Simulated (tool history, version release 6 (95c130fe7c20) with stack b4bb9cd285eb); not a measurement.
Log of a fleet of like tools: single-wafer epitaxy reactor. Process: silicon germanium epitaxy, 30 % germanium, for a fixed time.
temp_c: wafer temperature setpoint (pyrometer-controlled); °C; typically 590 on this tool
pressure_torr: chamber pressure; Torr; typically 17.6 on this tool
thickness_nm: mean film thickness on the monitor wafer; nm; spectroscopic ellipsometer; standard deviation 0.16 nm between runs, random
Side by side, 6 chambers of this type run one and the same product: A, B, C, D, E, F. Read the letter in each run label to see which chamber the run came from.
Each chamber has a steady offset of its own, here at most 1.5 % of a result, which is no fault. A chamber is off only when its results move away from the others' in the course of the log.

| run | hour | temp_c | pressure_torr | read-back reference wafer on the same gauge, thickness_nm | thickness_nm |
|---|---|---|---|---|---|
| 1C | 15 | 590 | 17.6 | 43.049 | 46.816 |
| 2A | 27.7 | 590 | 17.6 | 43.092 | 46.617 |
| 3B | 39.6 | 590 | 17.6 | 43.077 | 46.77 |
| 4D | 54.2 | 590 | 17.6 | 43.094 | 46.076 |
| 5E | 65.4 | 598 | 17.6 | 43.073 | 53.816 |
| 6F | 77.4 | 598 | 17.6 | 43.102 | 54.042 |
| 7C | 86.9 | 598 | 17.6 | 43.107 | 53.878 |
| 8F | 97.2 | 598 | 17.6 | 43.123 | 54.584 |
| 9B | 110.8 | 598 | 17.6 | 43.082 | 54.228 |
| 10D | 120.4 | 598 | 17.6 | 43.095 | 53.309 |
| 11A | 132.2 | 590 | 17.6 | 43.117 | 46.52 |
| 12E | 140.3 | 590 | 14.8 | 43.093 | 43.834 |
| 13A | 147.6 | 590 | 14.8 | 43.122 | 43.587 |
| 14C | 155.2 | 590 | 14.8 | 43.109 | 43.449 |
| 15D | 166.1 | 590 | 14.8 | 43.112 | 43.079 |
| 16E | 175.8 | 590 | 14.8 | 43.107 | 43.947 |
| 17F | 183.2 | 590 | 14.8 | 43.074 | 43.73 |
| 18B | 196.2 | 590 | 17.6 | 43.096 | 46.647 |
| 19B | 205.5 | 590 | 17.6 | 43.096 | 46.742 |
| 20E | 213.7 | 590 | 17.6 | 43.096 | 47.257 |
| 21D | 221.2 | 590 | 17.6 | 43.136 | 46.34 |
| 22A | 233.6 | 590 | 17.6 | 43.118 | 46.651 |
| 23F | 249 | 590 | 17.6 | 43.115 | 46.524 |
| 24C | 263.7 | 590 | 17.6 | 43.137 | 46.478 |
| 25E | 275.4 | 590 | 17.6 | 43.07 | 47.573 |
| 26D | 284.5 | 590 | 17.6 | 43.125 | 46.245 |
|  | 293.6 | chamber F: pyrometer calibrated |
| 27A | 298.9 | 590 | 17.6 | 43.104 | 46.822 |
| 28F | 307.1 | 590 | 17.6 | 43.119 | 46.716 |
| 29C | 314.9 | 590 | 17.6 | 43.111 | 46.655 |
| 30B | 323 | 590 | 13.9 | 43.083 | 42.574 |
| 31F | 334 | 590 | 13.9 | 43.143 | 42.437 |
| 32B | 341.6 | 590 | 13.9 | 43.077 | 42.365 |
| 33C | 353.8 | 590 | 13.9 | 43.113 | 42.263 |
|  | 358.8 | chamber B: pyrometer calibrated |
| 34E | 368.4 | 590 | 13.9 | 43.134 | 43.718 |
| 35A | 381.5 | 590 | 13.9 | 43.103 | 42.264 |
| 36D | 389.6 | 590 | 17.6 | 43.066 | 46.032 |
| 37B | 404.6 | 590 | 17.6 | 43.119 | 46.534 |
| 38A | 420.7 | 599 | 17.6 | 43.125 | 55.155 |
| 39C | 427.8 | 599 | 17.6 | 43.098 | 55.08 |
| 40F | 443.4 | 599 | 17.6 | 43.112 | 55.148 |
| 41D | 453.3 | 599 | 17.6 | 43.114 | 54.37 |

Read the log: is a single chamber off, either drifting away or since a service, is the gauge that measures every chamber drifting, or is nothing wrong beyond small per-chamber offsets? Name any odd chamber and what most likely caused it.

One chamber, E, drifts off from the rest bit by bit.
Cause: wafer temperature above the value expected at the setpoint (K) = 2.61.

Here are 4 candidates for chamber E's next run, each the usual settings with a change, their results left as question marks. Which one brings its results back in line with what the others give on the usual settings?
In line means no further than this from the other chambers' mean on the usual settings: thickness_nm 0.58 nm
| 42E-1 | 465 | 590 | 21.1 |  | ? |
| 42E-2 | 465 | 592 | 17.8 |  | ? |
| 42E-3 | 465 | 590 | 15.7 |  | ? |
| 42E-4 | 465 | 586 | 17.6 |  | ? |

Mean of the other chambers on the usual settings: thickness_nm 46.566 nm
| run | thickness_nm |
|---|---|
| 42E-1 | 52.321 |
| 42E-2 | 50.732 |
| 42E-3 | 46.479 |
| 42E-4 | 45.136 |
Change 42E-3 lands the chamber within the allowed miss of the other chambers.
